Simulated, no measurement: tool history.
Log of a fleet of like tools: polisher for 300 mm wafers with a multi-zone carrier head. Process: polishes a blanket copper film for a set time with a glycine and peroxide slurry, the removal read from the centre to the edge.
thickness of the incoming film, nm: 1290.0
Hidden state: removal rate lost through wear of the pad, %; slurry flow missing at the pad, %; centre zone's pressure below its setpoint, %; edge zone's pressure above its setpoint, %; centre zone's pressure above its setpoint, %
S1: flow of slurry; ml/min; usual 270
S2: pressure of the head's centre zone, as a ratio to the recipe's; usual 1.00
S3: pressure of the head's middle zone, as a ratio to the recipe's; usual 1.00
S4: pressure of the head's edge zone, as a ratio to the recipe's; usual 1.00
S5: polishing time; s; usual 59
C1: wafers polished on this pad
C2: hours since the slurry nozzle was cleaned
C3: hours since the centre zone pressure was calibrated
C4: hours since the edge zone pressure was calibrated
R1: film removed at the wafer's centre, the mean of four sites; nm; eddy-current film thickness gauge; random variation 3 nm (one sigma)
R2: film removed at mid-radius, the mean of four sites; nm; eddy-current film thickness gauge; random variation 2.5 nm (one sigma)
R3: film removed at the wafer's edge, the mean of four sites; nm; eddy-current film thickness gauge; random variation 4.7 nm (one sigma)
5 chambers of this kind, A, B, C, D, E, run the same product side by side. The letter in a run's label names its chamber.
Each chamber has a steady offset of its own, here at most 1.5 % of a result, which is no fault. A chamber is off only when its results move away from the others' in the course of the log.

run   hour   S1    S2    S3    S4  S5    C1     C2      C3      C4      R1      R2      R3
 1D    6.8  270  1.00  1.00  1.00  59   281  172.2   683.4   637.7  387.32  381.29  378.03
       7.2  -- chamber E: worn pad replaced by a new one
 2A   13.1  270  1.00  1.00  1.00  59   680  163.9   469.3   577.8  382.49  384.13  385.50
      21.5  -- chamber A: worn pad replaced by a new one
 3E   23.4  270  1.00  1.00  1.00  59   202   33.9   334.6   516.1  384.50  387.33  387.78
 4B   33.5  270  1.00  1.00  1.00  59   446   62.0  1014.9   411.1  390.16  385.07  386.71
 5C   40.4  270  1.00  1.00  1.00  59   974  509.7   335.8   746.6  388.05  380.86  379.78
      49.9  -- chamber D: worn pad replaced by a new one
 6C   51.0  210  1.00  0.94  1.00  59  1106  520.3   346.4   757.2  377.22  345.77  379.22
      55.8  -- chamber D: slurry nozzle cleaned
      62.7  -- chamber B: worn pad replaced by a new one
 7E   64.0  210  1.00  0.94  1.00  59   706   74.5   375.2   556.7  371.75  353.97  370.20
 8B   74.0  210  1.00  0.94  1.00  59   140  102.5  1055.4   451.6  369.03  350.54  367.31
 9A   81.3  210  1.00  0.94  1.00  59   742  232.1   537.5   646.0  374.18  353.37  378.96
10D   90.6  210  1.00  0.94  1.00  59   505   34.8   767.2   721.5  373.48  352.47  380.80
      91.4  -- chamber A: worn pad replaced by a new one
11C  101.4  270  1.00  1.00  1.00  59  1732  570.7   396.8   807.6  386.15  379.26  387.19
12B  113.4  270  1.00  0.91  1.04  59   629  141.9  1094.8   491.0  388.77  354.09  392.78
     119.8  -- chamber D: worn pad replaced by a new one
     120.8  -- chamber E: worn pad replaced by a new one
13D  125.4  270  1.00  0.91  1.04  59    70   69.6   802.0   756.3  387.52  353.70  386.38
     130.3  -- chamber B: worn pad replaced by a new one
14A  134.1  270  1.00  0.91  1.04  59   530  284.9   590.3   698.8  383.84  351.48  394.60
     134.7  -- chamber A: centre zone pressure recalibrated
15E  144.9  270  1.00  0.91  1.04  59   299  155.4   456.1   637.6  386.20  354.28  396.70
16E  157.2  270  1.00  0.91  1.04  59   452  167.7   468.4   649.9  386.59  354.57  390.47
     158.1  -- chamber A: worn pad replaced by a new one
17B  166.7  270  1.00  1.00  1.00  59   452  195.2  1148.1   544.3  387.15  386.02  374.89
18A  175.2  270  1.00  1.00  1.00  59   212  326.0    40.5   739.9  390.43  385.27  385.41
     175.4  -- chamber D: worn pad replaced by a new one
19D  184.0  270  1.00  1.00  1.00  59   107  128.2   860.6   814.9  392.10  384.26  379.86
20C  191.2  270  1.11  1.04  1.00  59  2847  660.5   486.6   897.4  418.14  379.80  366.54
     195.2  -- chamber B: worn pad replaced by a new one
21E  199.6  270  1.11  1.04  1.00  59   978  210.1   510.8   692.3  430.14  404.45  391.50
22C  210.6  270  1.11  1.04  1.00  59  3087  679.9   506.0   916.8  410.08  380.01  361.41
     218.8  -- chamber E: worn pad replaced by a new one
23D  223.0  270  1.11  1.04  1.00  59   591  167.2   899.6   853.9  435.82  394.62  385.06
     223.6  -- chamber A: worn pad replaced by a new one
24B  236.3  270  1.11  1.04  1.00  59   510  264.8  1217.7   613.9  427.82  401.98  380.26
     241.7  -- chamber D: worn pad replaced by a new one
25A  247.8  270  1.00  1.00  1.00  59   300  398.6   113.1   812.5  384.00  385.67  386.73
     258.0  -- chamber E: edge zone pressure recalibrated
26A  259.1  270  1.00  1.00  1.05  59   441  409.9   124.4   823.8  392.56  384.50  393.75
     263.2  -- chamber B: worn pad replaced by a new one
27E  266.7  270  1.00  1.00  1.05  59   595  277.2   577.9     8.7  386.36  393.68  396.98
28D  276.3  270  1.00  1.00  1.05  59   430  220.5   952.9   907.2  386.96  383.08  389.23
     279.8  -- chamber C: centre zone pressure recalibrated
29B  282.8  270  1.00  1.00  1.05  59   243  311.3  1264.2   660.4  382.63  383.72  398.05
     295.4  -- chamber C: slurry nozzle cleaned
30C  296.4  270  1.00  1.00  1.05  59  4153    1.1    16.6  1002.6  356.05  346.29  348.27
31E  303.9  270  1.00  1.00  1.00  59  1057  314.4   615.1    45.9  387.93  387.27  383.92

All 5 chambers run these settings next. Forecast each chamber's results:
32A  313.9  270  1.00  1.00  1.00  59                   ?   ?   ?
32B  313.9  270  1.00  1.00  1.00  59                   ?   ?   ?
32C  313.9  270  1.00  1.00  1.00  59                   ?   ?   ?
32D  313.9  270  1.00  1.00  1.00  59                   ?   ?   ?
32E  313.9  270  1.00  1.00  1.00  59                   ?   ?   ?

run      R1      R2      R3
32A  390.75  388.67  387.00
32B  383.36  388.65  391.67
32C  351.08  345.09  346.68
32D  384.94  385.20  383.40
32E  386.60  384.12  377.38

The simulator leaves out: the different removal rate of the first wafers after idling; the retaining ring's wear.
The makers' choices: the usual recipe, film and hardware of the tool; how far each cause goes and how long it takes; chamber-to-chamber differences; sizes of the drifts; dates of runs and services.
